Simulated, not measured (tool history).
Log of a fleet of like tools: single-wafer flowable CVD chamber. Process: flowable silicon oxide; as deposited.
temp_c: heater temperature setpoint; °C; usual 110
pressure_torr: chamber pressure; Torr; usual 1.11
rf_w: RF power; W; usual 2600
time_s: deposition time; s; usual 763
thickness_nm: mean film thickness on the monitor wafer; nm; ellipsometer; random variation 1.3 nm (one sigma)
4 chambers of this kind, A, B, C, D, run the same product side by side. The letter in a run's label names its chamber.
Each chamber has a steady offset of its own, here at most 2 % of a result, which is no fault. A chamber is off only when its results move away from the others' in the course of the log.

run,hour,temp_c,pressure_torr,rf_w,time_s,hours since the last thermocouple change,hours since the last RF generator calibration,hours since the last manometer calibration,"read-back reference wafer on the same gauge, thickness_nm",thickness_nm
1D,9.2,110,1.11,2600,763,1203.2,1260.9,270.2,578.18,523.32
2B,20,110,1.11,2600,763,1415.4,983,2294.6,577.84,517.39
3A,30.1,110,1.11,2600,763,519.1,553.8,888.4,577.81,518.86
4C,36.1,110,1.11,2600,763,180.2,79.4,192.7,577.8,517.5
5A,45.3,110,1.11,2600,763,534.3,569,903.6,578.12,518.76
# hour 46.6: chamber D: RF generator calibrated
6C,53.9,110,1.11,2600,763,198,97.2,210.5,577.89,518.13
7B,63.7,110,1.11,2600,763,1459.1,1026.7,2338.3,578.21,516.77
8D,73.5,110,1.11,2600,763,1267.5,27,334.5,578.23,526.32
9D,81.8,110,1.11,2600,763,1275.8,35.3,342.8,578.07,526.41
10A,88.2,110,1.11,2600,763,577.2,611.9,946.5,578.03,519.17
11C,94.9,110,1.11,2600,763,239,138.2,251.5,577.86,515.79
12B,102.9,110,1.11,2600,763,1498.3,1065.9,2377.5,577.66,519.33
13A,108.1,110,1.11,2600,763,597.1,631.8,966.4,578.05,519.94
14B,116.8,110,1.11,2600,763,1512.2,1079.8,2391.4,578.12,514.31
15C,127.2,110,1.11,2600,763,271.3,170.5,283.8,577.83,518.1
# hour 136.2: chamber B: thermocouple changed; heater temperature recalibrated
16D,137.6,110,1.11,2600,763,1331.6,91.1,398.6,578.06,526.77
17C,146.3,101,1.11,2600,763,290.4,189.6,302.9,577.95,700.41
# hour 154.3: chamber D: thermocouple changed; heater temperature recalibrated
18D,156.7,101,1.11,2600,763,2.4,110.2,417.7,577.83,704.7
19A,166.5,101,1.11,2600,763,655.5,690.2,1024.8,578.01,700.37
20B,172.6,101,1.11,2600,763,36.4,1135.6,2447.2,577.94,701.87
21A,180.4,110,1.11,2600,763,669.4,704.1,1038.7,578.15,521.24
22C,185.7,110,1.11,2600,763,329.8,229,342.3,577.62,516.92
23B,194.3,110,1.11,2600,633,58.1,1157.3,2468.9,577.73,428.57
24D,200.3,110,1.11,2600,633,46,153.8,461.3,577.67,437.29
25B,207.2,110,1.11,2600,633,71,1170.2,2481.8,578.24,428.24
26D,213,110,1.11,2600,633,58.7,166.5,474,578,435.05
27A,223.1,110,1.11,2600,763,712.1,746.8,1081.4,577.92,521.12

Next, every chamber runs the same settings. What will each give?
28A,231,110,1.11,2600,763,,,,,?
28B,231,110,1.11,2600,763,,,,,?
28C,231,110,1.11,2600,763,,,,,?
28D,231,110,1.11,2600,763,,,,,?

run,thickness_nm
28A,519.13
28B,516.74
28C,515.99
28D,525.49
